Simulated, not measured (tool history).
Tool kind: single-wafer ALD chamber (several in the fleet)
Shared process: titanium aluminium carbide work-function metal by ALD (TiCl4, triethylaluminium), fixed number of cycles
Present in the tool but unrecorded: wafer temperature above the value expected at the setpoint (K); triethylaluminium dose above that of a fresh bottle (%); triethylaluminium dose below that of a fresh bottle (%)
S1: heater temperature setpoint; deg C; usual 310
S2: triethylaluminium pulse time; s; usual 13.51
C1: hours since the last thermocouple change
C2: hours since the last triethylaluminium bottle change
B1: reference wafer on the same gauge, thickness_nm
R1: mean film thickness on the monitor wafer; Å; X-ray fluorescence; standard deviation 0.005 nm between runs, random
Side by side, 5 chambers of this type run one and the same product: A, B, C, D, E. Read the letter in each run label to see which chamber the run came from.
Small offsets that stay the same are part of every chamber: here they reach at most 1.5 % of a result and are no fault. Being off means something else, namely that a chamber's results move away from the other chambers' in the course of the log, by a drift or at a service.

run 1D hour=7 | S1=310 S2=13.51 | C1=1315 C2=1124.6 | B1=2.3996 | R1=21.38
run 2B hour=10.8 | S1=310 S2=13.51 | C1=880.1 C2=522.1 | B1=2.3994 | R1=21.374
run 3A hour=16.1 | S1=310 S2=13.51 | C1=453.7 C2=172.8 | B1=2.3991 | R1=21.639
run 4E hour=20.7 | S1=310 S2=13.51 | C1=709.6 C2=241.5 | B1=2.3991 | R1=21.318
run 5C hour=24.7 | S1=310 S2=13.51 | C1=1752.7 C2=565.5 | B1=2.4 | R1=21.426
run 6A hour=28.4 | S1=310 S2=13.51 | C1=466 C2=185.1 | B1=2.3999 | R1=21.616
run 7B hour=32.4 | S1=310 S2=13.51 | C1=901.7 C2=543.7 | B1=2.3993 | R1=21.377
run 8C hour=38.7 | S1=310 S2=18.19 | C1=1766.7 C2=579.5 | B1=2.4009 | R1=21.677
run 9E hour=45.6 | S1=310 S2=18.19 | C1=734.5 C2=266.4 | B1=2.4003 | R1=21.545
run 10D hour=49.3 | S1=310 S2=18.19 | C1=1357.3 C2=1166.9 | B1=2.4008 | R1=21.565
run 11D hour=55.3 | S1=310 S2=18.19 | C1=1363.3 C2=1172.9 | B1=2.4004 | R1=21.505
run 12B hour=59.6 | S1=310 S2=18.19 | C1=928.9 C2=570.9 | B1=2.4008 | R1=21.471
run 13E hour=64.7 | S1=310 S2=17.01 | C1=753.6 C2=285.5 | B1=2.4002 | R1=21.481
run 14C hour=71.7 | S1=310 S2=17.01 | C1=1799.7 C2=612.5 | B1=2.4006 | R1=21.512
run 15A hour=76.3 | S1=310 S2=17.01 | C1=513.9 C2=233 | B1=2.3992 | R1=21.73
run 16C hour=80.3 | S1=310 S2=17.01 | C1=1808.3 C2=621.1 | B1=2.4002 | R1=21.544
run 17D hour=87.5 | S1=310 S2=17.01 | C1=1395.5 C2=1205.1 | B1=2.3997 | R1=21.495
run 18B hour=93.2 | S1=310 S2=13.51 | C1=962.5 C2=604.5 | B1=2.3996 | R1=21.233
run 19A hour=97.8 | S1=310 S2=13.51 | C1=535.4 C2=254.5 | B1=2.4007 | R1=21.702
run 20E hour=104.6 | S1=310 S2=13.51 | C1=793.5 C2=325.4 | B1=2.3998 | R1=21.345
run 21A hour=108.4 | S1=310 S2=13.51 | C1=546 C2=265.1 | B1=2.4001 | R1=21.605
run 22C hour=113.6 | S1=310 S2=13.51 | C1=1841.6 C2=654.4 | B1=2.3996 | R1=21.438
run 23D hour=120.7 | S1=324 S2=13.51 | C1=1428.7 C2=1238.3 | B1=2.399 | R1=22.694
run 24E hour=126.7 | S1=324 S2=13.51 | C1=815.6 C2=347.5 | B1=2.4015 | R1=22.537
run 25B hour=130.7 | S1=324 S2=13.51 | C1=1000 C2=642 | B1=2.3998 | R1=22.415
run 26B hour=137.8 | S1=324 S2=13.51 | C1=1007.1 C2=649.1 | B1=2.3996 | R1=22.415
run 27A hour=141.1 | S1=324 S2=13.51 | C1=578.7 C2=297.8 | B1=2.4007 | R1=22.857
run 28E hour=148 | S1=300 S2=8.74 | C1=836.9 C2=368.8 | B1=2.401 | R1=19.584
-- hour=154.4 chamber D: triethylaluminium bottle replaced
run 29C hour=154.9 | S1=300 S2=8.74 | C1=1882.9 C2=695.7 | B1=2.4001 | R1=19.653
run 30D hour=160.9 | S1=300 S2=8.74 | C1=1468.9 C2=6.5 | B1=2.4009 | R1=19.685
run 31C hour=166.4 | S1=300 S2=8.74 | C1=1894.4 C2=707.2 | B1=2.3997 | R1=19.654
run 32B hour=172.2 | S1=300 S2=8.74 | C1=1041.5 C2=683.5 | B1=2.4008 | R1=18.662
run 33E hour=176 | S1=310 S2=13.51 | C1=864.9 C2=396.8 | B1=2.3994 | R1=21.274
run 34D hour=183.1 | S1=310 S2=13.51 | C1=1491.1 C2=28.7 | B1=2.4016 | R1=21.428
run 35A hour=188.3 | S1=317 S2=13.51 | C1=625.9 C2=345 | B1=2.4002 | R1=22.254
run 36D hour=192.8 | S1=317 S2=13.51 | C1=1500.8 C2=38.4 | B1=2.4005 | R1=22.026
-- hour=197.1 chamber E: thermocouple changed; heater temperature recalibrated
run 37E hour=199.3 | S1=317 S2=13.51 | C1=2.2 C2=420.1 | B1=2.4003 | R1=21.899

Is one chamber out of step, is the gauge drifting, or do the chambers differ by no more than their own small offsets? For an off chamber, give its letter and the likeliest cause.

Chamber B drifts away from the others.
Most likely cause: triethylaluminium dose below that of a fresh bottle (%) = 30.8.
It could be hard to tell apart here from: wafer temperature below the value expected at the setpoint (K).

Which of the 4 candidates below, each the usual settings with something changed and its results left as question marks, puts chamber B back in line with what the other chambers give on the usual settings?
Allowed miss from the other chambers' usual-settings mean, per result, to count as in line: R1 0.18 Å
run 38B-1 hour=204.5 | S1=304 S2=11.49 | R1=?
run 38B-2 hour=204.5 | S1=306 S2=12.13 | R1=?
run 38B-3 hour=204.5 | S1=315 S2=15.05 | R1=?
run 38B-4 hour=204.5 | S1=323 S2=13.51 | R1=?

Average result of the remaining chambers running the usual settings: R1 21.429 Å
run=38B-1 R1=19.619
run=38B-2 R1=19.982
run=38B-3 R1=21.362
run=38B-4 R1=21.785
Change 38B-3 lands the chamber within the allowed miss of the other chambers.
